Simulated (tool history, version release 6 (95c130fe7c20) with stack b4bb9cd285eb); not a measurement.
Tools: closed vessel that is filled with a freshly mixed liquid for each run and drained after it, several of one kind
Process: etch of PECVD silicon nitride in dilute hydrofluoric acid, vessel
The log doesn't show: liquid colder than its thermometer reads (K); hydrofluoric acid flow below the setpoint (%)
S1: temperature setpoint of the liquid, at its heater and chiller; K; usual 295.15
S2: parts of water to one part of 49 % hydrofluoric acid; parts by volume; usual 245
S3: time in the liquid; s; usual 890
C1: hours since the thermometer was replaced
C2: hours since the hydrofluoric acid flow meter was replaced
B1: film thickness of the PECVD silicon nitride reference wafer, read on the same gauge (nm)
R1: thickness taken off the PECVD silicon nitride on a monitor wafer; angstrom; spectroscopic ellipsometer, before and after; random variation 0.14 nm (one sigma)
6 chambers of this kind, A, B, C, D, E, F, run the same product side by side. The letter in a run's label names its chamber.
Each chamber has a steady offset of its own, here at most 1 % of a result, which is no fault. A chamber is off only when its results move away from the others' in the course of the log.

{"run": "1C", "hour": 5.3, "S1": 295.15, "S2": 245, "S3": 890, "C1": 470.9, "C2": 8.5, "B1": 149.98, "R1": 181.63}
{"run": "2D", "hour": 11.0, "S1": 295.15, "S2": 245, "S3": 890, "C1": 1277.9, "C2": 1063.1, "B1": 149.98, "R1": 181.19}
{"hour": 15.9, "done": "chamber E: hydrofluoric acid flow meter replaced"}
{"run": "3F", "hour": 16.9, "S1": 295.15, "S2": 245, "S3": 890, "C1": 1872.6, "C2": 521.6, "B1": 150.01, "R1": 181.94}
{"run": "4E", "hour": 22.9, "S1": 295.15, "S2": 245, "S3": 890, "C1": 1035.0, "C2": 7.1, "B1": 149.99, "R1": 184.9}
{"run": "5A", "hour": 28.0, "S1": 295.15, "S2": 245, "S3": 890, "C1": 1008.6, "C2": 1308.8, "B1": 150.05, "R1": 181.36}
{"run": "6B", "hour": 34.9, "S1": 295.15, "S2": 245, "S3": 890, "C1": 306.9, "C2": 73.7, "B1": 150.03, "R1": 184.22}
{"run": "7B", "hour": 39.4, "S1": 295.15, "S2": 245, "S3": 890, "C1": 311.4, "C2": 78.2, "B1": 149.97, "R1": 182.19}
{"run": "8F", "hour": 42.7, "S1": 292.15, "S2": 245, "S3": 890, "C1": 1898.4, "C2": 547.4, "B1": 150.04, "R1": 149.46}
{"run": "9D", "hour": 47.7, "S1": 292.15, "S2": 245, "S3": 890, "C1": 1314.6, "C2": 1099.8, "B1": 149.99, "R1": 148.47}
{"run": "10C", "hour": 55.0, "S1": 292.15, "S2": 245, "S3": 890, "C1": 520.6, "C2": 58.2, "B1": 150.01, "R1": 151.93}
{"run": "11E", "hour": 59.3, "S1": 292.15, "S2": 245, "S3": 890, "C1": 1071.4, "C2": 43.5, "B1": 150.01, "R1": 151.58}
{"run": "12A", "hour": 66.6, "S1": 292.15, "S2": 245, "S3": 890, "C1": 1047.2, "C2": 1347.4, "B1": 150.02, "R1": 150.51}
{"run": "13D", "hour": 73.7, "S1": 292.15, "S2": 245, "S3": 890, "C1": 1340.6, "C2": 1125.8, "B1": 150.0, "R1": 149.94}
{"run": "14A", "hour": 77.3, "S1": 295.15, "S2": 245, "S3": 890, "C1": 1057.9, "C2": 1358.1, "B1": 149.99, "R1": 180.65}
{"run": "15E", "hour": 82.6, "S1": 295.15, "S2": 245, "S3": 890, "C1": 1094.7, "C2": 66.8, "B1": 149.98, "R1": 181.63}
{"run": "16F", "hour": 86.4, "S1": 295.15, "S2": 245, "S3": 890, "C1": 1942.1, "C2": 591.1, "B1": 150.04, "R1": 184.04}
{"run": "17B", "hour": 92.5, "S1": 295.15, "S2": 160, "S3": 890, "C1": 364.5, "C2": 131.3, "B1": 149.97, "R1": 281.27}
{"run": "18C", "hour": 99.2, "S1": 295.15, "S2": 160, "S3": 890, "C1": 564.8, "C2": 102.4, "B1": 150.03, "R1": 277.59}
{"run": "19A", "hour": 105.5, "S1": 295.15, "S2": 160, "S3": 890, "C1": 1086.1, "C2": 1386.3, "B1": 149.99, "R1": 270.02}
{"run": "20E", "hour": 111.1, "S1": 295.15, "S2": 160, "S3": 890, "C1": 1123.2, "C2": 95.3, "B1": 149.96, "R1": 274.83}
{"run": "21B", "hour": 114.4, "S1": 295.15, "S2": 160, "S3": 890, "C1": 386.4, "C2": 153.2, "B1": 149.95, "R1": 281.79}
{"run": "22F", "hour": 119.6, "S1": 295.15, "S2": 160, "S3": 890, "C1": 1975.3, "C2": 624.3, "B1": 150.0, "R1": 280.11}
{"run": "23D", "hour": 126.2, "S1": 295.15, "S2": 245, "S3": 890, "C1": 1393.1, "C2": 1178.3, "B1": 150.02, "R1": 181.06}
{"run": "24C", "hour": 131.7, "S1": 295.15, "S2": 245, "S3": 890, "C1": 597.3, "C2": 134.9, "B1": 150.01, "R1": 183.02}
{"run": "25A", "hour": 138.2, "S1": 295.15, "S2": 245, "S3": 890, "C1": 1118.8, "C2": 1419.0, "B1": 150.01, "R1": 174.33}
{"run": "26F", "hour": 144.0, "S1": 295.15, "S2": 245, "S3": 890, "C1": 1999.7, "C2": 648.7, "B1": 149.95, "R1": 184.09}
{"run": "27B", "hour": 149.8, "S1": 295.15, "S2": 245, "S3": 890, "C1": 421.8, "C2": 188.6, "B1": 149.99, "R1": 182.53}
{"run": "28C", "hour": 157.4, "S1": 295.15, "S2": 245, "S3": 890, "C1": 623.0, "C2": 160.6, "B1": 149.97, "R1": 182.52}
{"run": "29E", "hour": 163.8, "S1": 295.15, "S2": 205, "S3": 890, "C1": 1175.9, "C2": 148.0, "B1": 150.0, "R1": 219.42}
{"run": "30D", "hour": 167.1, "S1": 295.15, "S2": 205, "S3": 890, "C1": 1434.0, "C2": 1219.2, "B1": 149.99, "R1": 215.18}
{"run": "31D", "hour": 171.3, "S1": 295.15, "S2": 205, "S3": 890, "C1": 1438.2, "C2": 1223.4, "B1": 150.05, "R1": 219.97}
{"run": "32F", "hour": 174.8, "S1": 295.15, "S2": 205, "S3": 890, "C1": 2030.5, "C2": 679.5, "B1": 150.02, "R1": 218.24}
{"run": "33E", "hour": 182.1, "S1": 295.15, "S2": 205, "S3": 890, "C1": 1194.2, "C2": 166.3, "B1": 150.02, "R1": 214.88}
{"run": "34A", "hour": 185.5, "S1": 295.15, "S2": 205, "S3": 890, "C1": 1166.1, "C2": 1466.3, "B1": 150.0, "R1": 203.84}
{"run": "35B", "hour": 188.9, "S1": 295.15, "S2": 245, "S3": 890, "C1": 460.9, "C2": 227.7, "B1": 149.97, "R1": 184.17}
{"run": "36C", "hour": 195.7, "S1": 295.15, "S2": 245, "S3": 890, "C1": 661.3, "C2": 198.9, "B1": 149.97, "R1": 183.5}
{"run": "37F", "hour": 199.3, "S1": 295.15, "S2": 245, "S3": 890, "C1": 2055.0, "C2": 704.0, "B1": 150.01, "R1": 182.52}
{"run": "38E", "hour": 203.4, "S1": 295.15, "S2": 190, "S3": 490, "C1": 1215.5, "C2": 187.6, "B1": 149.96, "R1": 130.26}
{"run": "39D", "hour": 206.7, "S1": 295.15, "S2": 190, "S3": 490, "C1": 1473.6, "C2": 1258.8, "B1": 150.02, "R1": 127.57}
{"run": "40B", "hour": 212.8, "S1": 295.15, "S2": 190, "S3": 490, "C1": 484.8, "C2": 251.6, "B1": 149.93, "R1": 128.15}
{"run": "41A", "hour": 216.0, "S1": 295.15, "S2": 190, "S3": 490, "C1": 1196.6, "C2": 1496.8, "B1": 150.0, "R1": 118.91}
{"run": "42C", "hour": 220.0, "S1": 295.15, "S2": 190, "S3": 490, "C1": 685.6, "C2": 223.2, "B1": 150.02, "R1": 127.57}

All 6 chambers run these settings next. Forecast each chamber's results:
{"run": "43A", "hour": 225.4, "S1": 295.15, "S2": 245, "S3": 890, "R1": "?"}
{"run": "43B", "hour": 225.4, "S1": 295.15, "S2": 245, "S3": 890, "R1": "?"}
{"run": "43C", "hour": 225.4, "S1": 295.15, "S2": 245, "S3": 890, "R1": "?"}
{"run": "43D", "hour": 225.4, "S1": 295.15, "S2": 245, "S3": 890, "R1": "?"}
{"run": "43E", "hour": 225.4, "S1": 295.15, "S2": 245, "S3": 890, "R1": "?"}
{"run": "43F", "hour": 225.4, "S1": 295.15, "S2": 245, "S3": 890, "R1": "?"}

run=43A R1=167.27
run=43B R1=184.73
run=43C R1=184.28
run=43D R1=183.09
run=43E R1=180.72
run=43F R1=178.64

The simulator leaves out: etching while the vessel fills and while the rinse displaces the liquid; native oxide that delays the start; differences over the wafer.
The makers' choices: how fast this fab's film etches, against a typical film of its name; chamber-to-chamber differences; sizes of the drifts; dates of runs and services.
